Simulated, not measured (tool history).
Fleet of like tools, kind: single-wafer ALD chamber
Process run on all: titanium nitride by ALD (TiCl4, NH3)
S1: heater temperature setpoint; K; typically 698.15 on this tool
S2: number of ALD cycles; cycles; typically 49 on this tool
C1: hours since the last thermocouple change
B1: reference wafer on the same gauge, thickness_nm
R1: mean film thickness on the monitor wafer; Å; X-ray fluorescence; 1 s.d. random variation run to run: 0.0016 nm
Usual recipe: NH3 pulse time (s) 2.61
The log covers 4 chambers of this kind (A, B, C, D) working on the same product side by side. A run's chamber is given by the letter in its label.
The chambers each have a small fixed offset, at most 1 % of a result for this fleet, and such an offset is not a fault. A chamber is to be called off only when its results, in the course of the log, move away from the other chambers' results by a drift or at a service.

{"run": "1D", "hour": 12.1, "S1": 698.15, "S2": 49, "NH3 pulse time (s)": 2.61, "C1": 34.6, "B1": 1.2694, "R1": 10.922}
{"run": "2A", "hour": 21.9, "S1": 698.15, "S2": 49, "NH3 pulse time (s)": 2.61, "C1": 1693.9, "B1": 1.2691, "R1": 10.855}
{"run": "3B", "hour": 28.7, "S1": 698.15, "S2": 49, "NH3 pulse time (s)": 2.61, "C1": 602.5, "B1": 1.2693, "R1": 10.965}
{"run": "4C", "hour": 38.7, "S1": 698.15, "S2": 49, "NH3 pulse time (s)": 2.61, "C1": 1762.8, "B1": 1.2695, "R1": 10.877}
{"run": "5B", "hour": 45.1, "S1": 698.15, "S2": 46, "NH3 pulse time (s)": 3.08, "C1": 618.9, "B1": 1.269, "R1": 10.33}
{"run": "6A", "hour": 54.2, "S1": 698.15, "S2": 46, "NH3 pulse time (s)": 3.08, "C1": 1726.2, "B1": 1.2684, "R1": 10.234}
{"run": "7C", "hour": 64.8, "S1": 698.15, "S2": 46, "NH3 pulse time (s)": 3.08, "C1": 1788.9, "B1": 1.2677, "R1": 10.284}
{"run": "8D", "hour": 71.8, "S1": 698.15, "S2": 46, "NH3 pulse time (s)": 3.08, "C1": 94.3, "B1": 1.2687, "R1": 10.263}
{"run": "9D", "hour": 80.7, "S1": 698.15, "S2": 49, "NH3 pulse time (s)": 2.61, "C1": 103.2, "B1": 1.2677, "R1": 10.873}
{"run": "10C", "hour": 89.3, "S1": 698.15, "S2": 49, "NH3 pulse time (s)": 2.61, "C1": 1813.4, "B1": 1.268, "R1": 10.9}
{"run": "11A", "hour": 97.7, "S1": 698.15, "S2": 49, "NH3 pulse time (s)": 2.61, "C1": 1769.7, "B1": 1.268, "R1": 10.837}
{"run": "12B", "hour": 108.3, "S1": 698.15, "S2": 49, "NH3 pulse time (s)": 3, "C1": 682.1, "B1": 1.2673, "R1": 10.967}
{"run": "13D", "hour": 115.9, "S1": 698.15, "S2": 49, "NH3 pulse time (s)": 3, "C1": 138.4, "B1": 1.2671, "R1": 10.896}
{"run": "14C", "hour": 128.9, "S1": 698.15, "S2": 49, "NH3 pulse time (s)": 3, "C1": 1853, "B1": 1.2667, "R1": 10.97}
{"run": "15A", "hour": 137.5, "S1": 698.15, "S2": 49, "NH3 pulse time (s)": 3, "C1": 1809.5, "B1": 1.2666, "R1": 10.886}
{"run": "16B", "hour": 145.7, "S1": 698.15, "S2": 49, "NH3 pulse time (s)": 2.61, "C1": 719.5, "B1": 1.2662, "R1": 10.946}
{"run": "17B", "hour": 153.0, "S1": 698.15, "S2": 49, "NH3 pulse time (s)": 2.61, "C1": 726.8, "B1": 1.2658, "R1": 10.936}
{"run": "18C", "hour": 162.8, "S1": 698.15, "S2": 49, "NH3 pulse time (s)": 2.61, "C1": 1886.9, "B1": 1.2656, "R1": 10.907}
{"run": "19A", "hour": 176.0, "S1": 698.15, "S2": 49, "NH3 pulse time (s)": 2.61, "C1": 1848, "B1": 1.2657, "R1": 10.817}
{"run": "20D", "hour": 185.1, "S1": 698.15, "S2": 49, "NH3 pulse time (s)": 2.61, "C1": 207.6, "B1": 1.2654, "R1": 10.841}
{"run": "21B", "hour": 193.9, "S1": 698.15, "S2": 49, "NH3 pulse time (s)": 2.61, "C1": 767.7, "B1": 1.265, "R1": 10.923}
{"run": "22D", "hour": 205.7, "S1": 698.15, "S2": 49, "NH3 pulse time (s)": 2.61, "C1": 228.2, "B1": 1.2647, "R1": 10.837}
{"run": "23C", "hour": 211.6, "S1": 698.15, "S2": 49, "NH3 pulse time (s)": 2.61, "C1": 1935.7, "B1": 1.2644, "R1": 10.887}
{"run": "24A", "hour": 218.5, "S1": 698.15, "S2": 49, "NH3 pulse time (s)": 2.61, "C1": 1890.5, "B1": 1.2651, "R1": 10.826}
{"run": "25C", "hour": 230.3, "S1": 698.15, "S2": 49, "NH3 pulse time (s)": 2.61, "C1": 1954.4, "B1": 1.2644, "R1": 10.864}
{"run": "26A", "hour": 236.2, "S1": 698.15, "S2": 49, "NH3 pulse time (s)": 2.61, "C1": 1908.2, "B1": 1.2646, "R1": 10.819}
{"run": "27B", "hour": 245.6, "S1": 698.15, "S2": 49, "NH3 pulse time (s)": 2.61, "C1": 819.4, "B1": 1.2636, "R1": 10.918}
{"run": "28D", "hour": 252.9, "S1": 698.15, "S2": 49, "NH3 pulse time (s)": 2.61, "C1": 275.4, "B1": 1.2634, "R1": 10.846}
{"run": "29A", "hour": 265.4, "S1": 698.15, "S2": 49, "NH3 pulse time (s)": 2.61, "C1": 1937.4, "B1": 1.2627, "R1": 10.839}
{"hour": 271.5, "done": "chamber C: thermocouple changed; heater temperature recalibrated"}
{"run": "30C", "hour": 275.1, "S1": 698.15, "S2": 49, "NH3 pulse time (s)": 2.61, "C1": 3.7, "B1": 1.2634, "R1": 10.877}
{"run": "31B", "hour": 282.7, "S1": 698.15, "S2": 49, "NH3 pulse time (s)": 2.61, "C1": 856.5, "B1": 1.263, "R1": 10.892}
{"run": "32D", "hour": 293.2, "S1": 698.15, "S2": 49, "NH3 pulse time (s)": 2.61, "C1": 315.7, "B1": 1.2626, "R1": 10.826}
{"run": "33D", "hour": 299.8, "S1": 698.15, "S2": 49, "NH3 pulse time (s)": 2.61, "C1": 322.3, "B1": 1.2629, "R1": 10.8}

Is one chamber off against the others, does the gauge drift, or is nothing wrong? If a chamber is off, say which, and what the likeliest cause is.

None of the chambers is off. What moves is the gauge, dragging all their readings along together.
Cause: gauge reads low (%) = 0.605.

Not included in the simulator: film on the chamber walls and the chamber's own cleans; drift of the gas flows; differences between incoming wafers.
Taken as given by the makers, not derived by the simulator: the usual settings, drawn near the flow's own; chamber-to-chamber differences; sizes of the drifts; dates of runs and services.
